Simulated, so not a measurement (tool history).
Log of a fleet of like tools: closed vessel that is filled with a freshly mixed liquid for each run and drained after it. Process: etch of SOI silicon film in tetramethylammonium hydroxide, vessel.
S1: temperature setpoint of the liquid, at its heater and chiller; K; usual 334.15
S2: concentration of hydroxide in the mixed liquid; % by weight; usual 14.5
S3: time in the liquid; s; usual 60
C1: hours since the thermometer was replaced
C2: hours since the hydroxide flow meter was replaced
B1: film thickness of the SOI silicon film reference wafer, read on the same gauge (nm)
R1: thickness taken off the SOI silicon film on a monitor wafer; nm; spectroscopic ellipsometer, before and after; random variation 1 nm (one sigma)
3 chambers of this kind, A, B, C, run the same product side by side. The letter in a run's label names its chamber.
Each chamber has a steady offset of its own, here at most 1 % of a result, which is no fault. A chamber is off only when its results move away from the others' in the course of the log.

run,day,S1,S2,S3,C1,C2,B1,R1
1A,0.367,334.15,14.5,60,407,1548.2,80.006,210.7
2C,0.658,334.15,14.5,60,786.1,511,80.038,210.43
3B,1.017,334.15,14.5,60,1257.9,1015.4,79.987,209.36
4A,1.35,334.15,14.5,60,430.6,1571.8,80.016,208.92
5B,1.712,334.15,14.5,60,1274.6,1032.1,79.988,208.54
6C,1.921,334.15,14.5,60,816.4,541.3,80.063,209.36
7B,2.133,334.15,14.5,60,1284.7,1042.2,79.975,207.53
8C,2.35,334.15,14.5,60,826.7,551.6,80.025,209.39
9A,2.638,334.15,14.5,60,461.5,1602.7,79.982,209.33
10C,2.829,334.15,14.5,60,838.2,563.1,79.961,210.1
# day 2.833: chamber C: thermometer replaced
11B,3.158,334.15,14.5,60,1309.3,1066.8,79.978,210.93
12A,3.458,334.15,14.5,60,481.2,1622.4,79.988,208.15
13B,3.738,334.15,14.5,60,1323.2,1080.7,79.983,212.56
# day 3.788: chamber A: hydroxide flow meter replaced
14A,3.954,334.15,14.5,60,493.1,4.1,79.997,208.05
15C,4.254,334.15,14.5,60,34.2,597.3,80.055,211.99
16C,4.538,334.15,14.5,60,41,604.1,79.998,211.03
17A,4.829,330.65,11,60,514.1,25.1,79.993,189
18B,5.154,330.65,11,60,1357.2,1114.7,80.048,196.4
19A,5.471,330.65,11,60,529.5,40.5,80.022,189.24
20C,5.833,334.15,14.5,60,72.1,635.2,80.022,210.2
21B,6.121,334.15,14.5,60,1380.4,1137.9,79.966,218.86
22C,6.392,334.15,14.5,60,85.5,648.6,80.025,210.39
23A,6.788,334.15,14.5,60,561.1,72.1,80.002,206.68
24B,7.004,334.15,14.5,60,1401.6,1159.1,79.972,222.13
25C,7.225,334.15,14.5,60,105.5,668.6,80.004,210.87
26B,7.45,334.15,14.5,60,1412.3,1169.8,80.009,222.21

Is one chamber off against the others, does the gauge drift, or is nothing wrong? If a chamber is off, say which, and what the likeliest cause is.

Chamber B drifts away from the others.
Cause: liquid hotter than its thermometer reads (K) = 1.13.
The log may not tell that from: hydroxide flow below the setpoint (%).

Here are 4 candidates for chamber B's next run, each the usual settings with a change, their results left as question marks. Which one brings its results back in line with what the others give on the usual settings?
In line means no further than this from the other chambers' mean on the usual settings: R1 3.5 nm
27B-1,7.733,335.15,14.5,60,,,,?
27B-2,7.733,334.15,17,60,,,,?
27B-3,7.733,333.65,14.5,55,,,,?
27B-4,7.733,334.15,11,60,,,,?

The other chambers' mean on the usual settings: R1 209.4 nm
run,R1
27B-1,238.41
27B-2,210.56
27B-3,199.19
27B-4,253.41
27B-2 brings the chamber back in line.
